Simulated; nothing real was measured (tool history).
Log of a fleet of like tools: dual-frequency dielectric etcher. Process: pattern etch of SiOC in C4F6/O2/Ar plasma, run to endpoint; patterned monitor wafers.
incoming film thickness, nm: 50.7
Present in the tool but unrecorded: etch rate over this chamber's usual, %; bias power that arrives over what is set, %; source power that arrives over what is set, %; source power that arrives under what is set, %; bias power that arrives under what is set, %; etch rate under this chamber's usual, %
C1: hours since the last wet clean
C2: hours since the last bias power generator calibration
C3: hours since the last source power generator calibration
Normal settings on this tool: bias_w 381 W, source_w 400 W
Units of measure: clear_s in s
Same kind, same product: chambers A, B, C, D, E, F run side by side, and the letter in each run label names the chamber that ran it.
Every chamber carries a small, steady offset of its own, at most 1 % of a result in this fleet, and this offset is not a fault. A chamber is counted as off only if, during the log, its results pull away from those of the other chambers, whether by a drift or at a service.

-- hour=5.3 chamber C: wet clean of the chamber
run 1F hour=7.0 | bias_w=381 source_w=400 | C1=305.9 C2=1499.0 C3=2331.4 | clear_s=18.868
run 2A hour=18.5 | bias_w=381 source_w=400 | C1=243.5 C2=1896.5 C3=820.4 | clear_s=18.836
run 3C hour=25.5 | bias_w=381 source_w=400 | C1=20.2 C2=2271.8 C3=532.5 | clear_s=18.688
run 4B hour=32.5 | bias_w=381 source_w=400 | C1=597.4 C2=531.9 C3=590.5 | clear_s=18.729
run 5E hour=39.8 | bias_w=381 source_w=400 | C1=164.1 C2=1206.4 C3=859.6 | clear_s=18.710
run 6D hour=49.2 | bias_w=381 source_w=400 | C1=559.5 C2=214.9 C3=231.2 | clear_s=18.971
run 7D hour=58.0 | bias_w=381 source_w=400 | C1=568.3 C2=223.7 C3=240.0 | clear_s=19.383
run 8C hour=68.6 | bias_w=381 source_w=400 | C1=63.3 C2=2314.9 C3=575.6 | clear_s=18.923
run 9F hour=74.1 | bias_w=381 source_w=400 | C1=373.0 C2=1566.1 C3=2398.5 | clear_s=19.099
run 10A hour=84.0 | bias_w=381 source_w=400 | C1=309.0 C2=1962.0 C3=885.9 | clear_s=18.786
run 11E hour=91.1 | bias_w=381 source_w=400 | C1=215.4 C2=1257.7 C3=910.9 | clear_s=18.797
-- hour=97.9 chamber D: wet clean of the chamber
run 12B hour=101.7 | bias_w=381 source_w=400 | C1=666.6 C2=601.1 C3=659.7 | clear_s=18.596
run 13F hour=109.6 | bias_w=350 source_w=480 | C1=408.5 C2=1601.6 C3=2434.0 | clear_s=18.321
run 14A hour=119.2 | bias_w=350 source_w=480 | C1=344.2 C2=1997.2 C3=921.1 | clear_s=18.082
run 15C hour=127.5 | bias_w=350 source_w=480 | C1=122.2 C2=2373.8 C3=634.5 | clear_s=18.338
-- hour=130.8 chamber C: bias power generator calibrated
run 16D hour=136.0 | bias_w=350 source_w=480 | C1=38.2 C2=301.7 C3=318.0 | clear_s=18.394
run 17B hour=144.7 | bias_w=350 source_w=480 | C1=709.6 C2=644.1 C3=702.7 | clear_s=17.875
run 18E hour=155.7 | bias_w=350 source_w=480 | C1=280.0 C2=1322.3 C3=975.5 | clear_s=18.108
-- hour=156.8 chamber B: wet clean of the chamber
run 19D hour=166.0 | bias_w=381 source_w=400 | C1=68.2 C2=331.7 C3=348.0 | clear_s=19.022
run 20C hour=172.1 | bias_w=381 source_w=400 | C1=166.8 C2=41.4 C3=679.1 | clear_s=19.060
run 21B hour=178.3 | bias_w=381 source_w=400 | C1=21.5 C2=677.7 C3=736.3 | clear_s=18.717
run 22E hour=186.7 | bias_w=465 source_w=400 | C1=311.0 C2=1353.3 C3=1006.5 | clear_s=17.808
run 23A hour=193.6 | bias_w=465 source_w=400 | C1=418.6 C2=2071.6 C3=995.5 | clear_s=17.500
run 24F hour=201.5 | bias_w=465 source_w=400 | C1=500.4 C2=1693.5 C3=2525.9 | clear_s=17.560
run 25D hour=210.1 | bias_w=465 source_w=400 | C1=112.3 C2=375.8 C3=392.1 | clear_s=17.862
run 26F hour=216.9 | bias_w=465 source_w=400 | C1=515.8 C2=1708.9 C3=2541.3 | clear_s=17.706
run 27E hour=225.8 | bias_w=465 source_w=400 | C1=350.1 C2=1392.4 C3=1045.6 | clear_s=17.954
run 28B hour=231.6 | bias_w=381 source_w=400 | C1=74.8 C2=731.0 C3=789.6 | clear_s=18.776
run 29A hour=240.7 | bias_w=381 source_w=320 | C1=465.7 C2=2118.7 C3=1042.6 | clear_s=20.484
run 30C hour=245.8 | bias_w=381 source_w=320 | C1=240.5 C2=115.1 C3=752.8 | clear_s=20.778
run 31C hour=256.8 | bias_w=381 source_w=320 | C1=251.5 C2=126.1 C3=763.8 | clear_s=20.342
run 32F hour=267.2 | bias_w=381 source_w=320 | C1=566.1 C2=1759.2 C3=2591.6 | clear_s=20.621
run 33B hour=275.0 | bias_w=381 source_w=320 | C1=118.2 C2=774.4 C3=833.0 | clear_s=20.302
run 34E hour=283.0 | bias_w=381 source_w=320 | C1=407.3 C2=1449.6 C3=1102.8 | clear_s=21.153
run 35D hour=293.6 | bias_w=381 source_w=400 | C1=195.8 C2=459.3 C3=475.6 | clear_s=19.074
run 36A hour=304.6 | bias_w=381 source_w=400 | C1=529.6 C2=2182.6 C3=1106.5 | clear_s=18.797
run 37B hour=312.6 | bias_w=381 source_w=470 | C1=155.8 C2=812.0 C3=870.6 | clear_s=17.812
run 38E hour=322.7 | bias_w=381 source_w=470 | C1=447.0 C2=1489.3 C3=1142.5 | clear_s=18.553
run 39A hour=332.5 | bias_w=381 source_w=470 | C1=557.5 C2=2210.5 C3=1134.4 | clear_s=17.605

Is one chamber out of step, is the gauge drifting, or do the chambers differ by no more than their own small offsets? For an off chamber, give its letter and the likeliest cause.

It is chamber E that slowly wanders off from its peers.
Likeliest cause: etch rate under this chamber's usual, % = 5.22.

Below are 4 candidate recipes for chamber E's next run, each the usual settings with a change, their results shown as question marks. Which of them brings E's results back in line with what the other chambers give on the usual settings?
In line here means within this much of the mean the other chambers give on the usual settings: clear_s 0.460 s
run 40E-1 hour=340.7 | bias_w=331 source_w=350 | clear_s=?
run 40E-2 hour=340.7 | bias_w=494 source_w=400 | clear_s=?
run 40E-3 hour=340.7 | bias_w=332 source_w=400 | clear_s=?
run 40E-4 hour=340.7 | bias_w=430 source_w=400 | clear_s=?

The other chambers' mean on the usual settings: clear_s 18.890 s
run=40E-1 clear_s=21.930
run=40E-2 clear_s=18.028
run=40E-3 clear_s=20.840
run=40E-4 clear_s=18.982
40E-4 brings the chamber back in line.

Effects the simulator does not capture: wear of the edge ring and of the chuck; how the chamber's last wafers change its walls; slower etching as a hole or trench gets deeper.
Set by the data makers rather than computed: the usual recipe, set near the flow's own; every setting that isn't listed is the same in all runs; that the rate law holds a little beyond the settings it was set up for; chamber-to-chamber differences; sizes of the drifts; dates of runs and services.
